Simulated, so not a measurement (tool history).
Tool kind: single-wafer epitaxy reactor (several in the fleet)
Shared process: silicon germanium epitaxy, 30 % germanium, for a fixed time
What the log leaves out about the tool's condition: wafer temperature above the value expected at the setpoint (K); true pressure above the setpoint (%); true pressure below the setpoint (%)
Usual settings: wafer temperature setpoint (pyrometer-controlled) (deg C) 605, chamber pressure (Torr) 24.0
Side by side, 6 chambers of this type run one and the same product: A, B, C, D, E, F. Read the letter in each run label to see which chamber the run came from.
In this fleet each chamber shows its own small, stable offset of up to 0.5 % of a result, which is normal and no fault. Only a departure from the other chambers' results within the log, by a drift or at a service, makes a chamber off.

| run | hour | wafer temperature setpoint (pyrometer-controlled) (deg C) | chamber pressure (Torr) | hours since the last pyrometer calibration | hours since the last manometer calibration | read-back reference wafer on the same gauge, thickness_nm | mean film thickness on the monitor wafer (Å) |
|---|---|---|---|---|---|---|---|
|  | 6.1 | chamber C: capacitance manometer re-zeroed and calibrated |
| 1C | 7.2 | 605 | 24.0 | 21.5 | 1.2 | 64.322 | 699.57 |
| 2E | 13.2 | 605 | 24.0 | 772.4 | 229.7 | 64.294 | 696.80 |
| 3F | 16.7 | 605 | 24.0 | 2588.3 | 1809.5 | 64.312 | 694.84 |
| 4B | 22.4 | 605 | 24.0 | 1739.1 | 32.3 | 64.266 | 696.66 |
| 5A | 27.8 | 605 | 24.0 | 101.3 | 649.6 | 64.236 | 693.59 |
| 6D | 34.2 | 605 | 24.0 | 348.5 | 2940.6 | 64.261 | 697.28 |
| 7A | 39.6 | 605 | 28.4 | 113.1 | 661.4 | 64.295 | 743.91 |
| 8E | 46.5 | 605 | 28.4 | 805.7 | 263.0 | 64.293 | 748.46 |
| 9F | 53.4 | 605 | 28.4 | 2625.0 | 1846.2 | 64.285 | 742.86 |
|  | 59.5 | chamber F: pyrometer calibrated |
| 10C | 60.5 | 605 | 28.4 | 74.8 | 54.5 | 64.251 | 744.93 |
| 11D | 66.0 | 605 | 28.4 | 380.3 | 2972.4 | 64.293 | 742.85 |
| 12B | 69.2 | 605 | 28.4 | 1785.9 | 79.1 | 64.273 | 743.28 |
| 13A | 76.5 | 605 | 24.0 | 150.0 | 698.3 | 64.288 | 696.77 |
|  | 77.5 | chamber D: capacitance manometer re-zeroed and calibrated |
|  | 81.3 | chamber F: capacitance manometer re-zeroed and calibrated |
| 14C | 81.7 | 605 | 24.0 | 96.0 | 75.7 | 64.313 | 697.62 |
| 15D | 85.4 | 605 | 24.0 | 399.7 | 7.9 | 64.269 | 698.45 |
| 16B | 91.6 | 614 | 24.0 | 1808.3 | 101.5 | 64.278 | 816.08 |
| 17E | 94.8 | 614 | 24.0 | 854.0 | 311.3 | 64.274 | 817.66 |
| 18F | 100.2 | 614 | 24.0 | 40.7 | 18.9 | 64.273 | 814.67 |
| 19E | 104.4 | 614 | 24.0 | 863.6 | 320.9 | 64.317 | 819.45 |
| 20C | 110.5 | 614 | 24.0 | 124.8 | 104.5 | 64.287 | 815.50 |
| 21D | 114.0 | 614 | 24.0 | 428.3 | 36.5 | 64.309 | 817.52 |
| 22F | 118.5 | 619 | 24.0 | 59.0 | 37.2 | 64.309 | 886.34 |
| 23A | 125.1 | 619 | 24.0 | 198.6 | 746.9 | 64.309 | 895.18 |
| 24B | 131.6 | 619 | 24.0 | 1848.3 | 141.5 | 64.321 | 888.09 |
| 25A | 136.8 | 619 | 24.0 | 210.3 | 758.6 | 64.284 | 894.12 |
| 26B | 143.8 | 619 | 24.0 | 1860.5 | 153.7 | 64.314 | 889.36 |
| 27F | 149.4 | 619 | 24.0 | 89.9 | 68.1 | 64.272 | 892.64 |
| 28E | 155.1 | 605 | 24.0 | 914.3 | 371.6 | 64.288 | 697.21 |
| 29C | 158.6 | 605 | 24.0 | 172.9 | 152.6 | 64.279 | 697.91 |
| 30D | 164.8 | 605 | 24.0 | 479.1 | 87.3 | 64.314 | 697.20 |
| 31B | 168.9 | 605 | 24.0 | 1885.6 | 178.8 | 64.273 | 696.93 |
| 32D | 172.8 | 605 | 24.0 | 487.1 | 95.3 | 64.334 | 696.29 |
| 33E | 175.9 | 611 | 24.0 | 935.1 | 392.4 | 64.315 | 775.72 |
| 34A | 181.9 | 611 | 24.0 | 255.4 | 803.7 | 64.326 | 775.85 |
| 35C | 185.7 | 611 | 24.0 | 200.0 | 179.7 | 64.285 | 780.40 |
| 36F | 191.4 | 611 | 24.0 | 131.9 | 110.1 | 64.346 | 773.21 |
| 37B | 195.7 | 611 | 24.0 | 1912.4 | 205.6 | 64.259 | 775.26 |
| 38D | 200.6 | 611 | 24.0 | 514.9 | 123.1 | 64.278 | 773.99 |
| 39A | 203.9 | 605 | 24.0 | 277.4 | 825.7 | 64.297 | 696.35 |
| 40C | 210.5 | 605 | 24.0 | 224.8 | 204.5 | 64.284 | 697.92 |

All chambers now run identical settings, listed one chamber a line with results as question marks. What results will each chamber show?
| 41A | 215.8 | 605 | 24.0 |  |  |  | ? |
| 41B | 215.8 | 605 | 24.0 |  |  |  | ? |
| 41C | 215.8 | 605 | 24.0 |  |  |  | ? |
| 41D | 215.8 | 605 | 24.0 |  |  |  | ? |
| 41E | 215.8 | 605 | 24.0 |  |  |  | ? |
| 41F | 215.8 | 605 | 24.0 |  |  |  | ? |

| run | mean film thickness on the monitor wafer (Å) |
|---|---|
| 41A | 694.97 |
| 41B | 696.43 |
| 41C | 694.62 |
| 41D | 694.48 |
| 41E | 700.29 |
| 41F | 692.56 |

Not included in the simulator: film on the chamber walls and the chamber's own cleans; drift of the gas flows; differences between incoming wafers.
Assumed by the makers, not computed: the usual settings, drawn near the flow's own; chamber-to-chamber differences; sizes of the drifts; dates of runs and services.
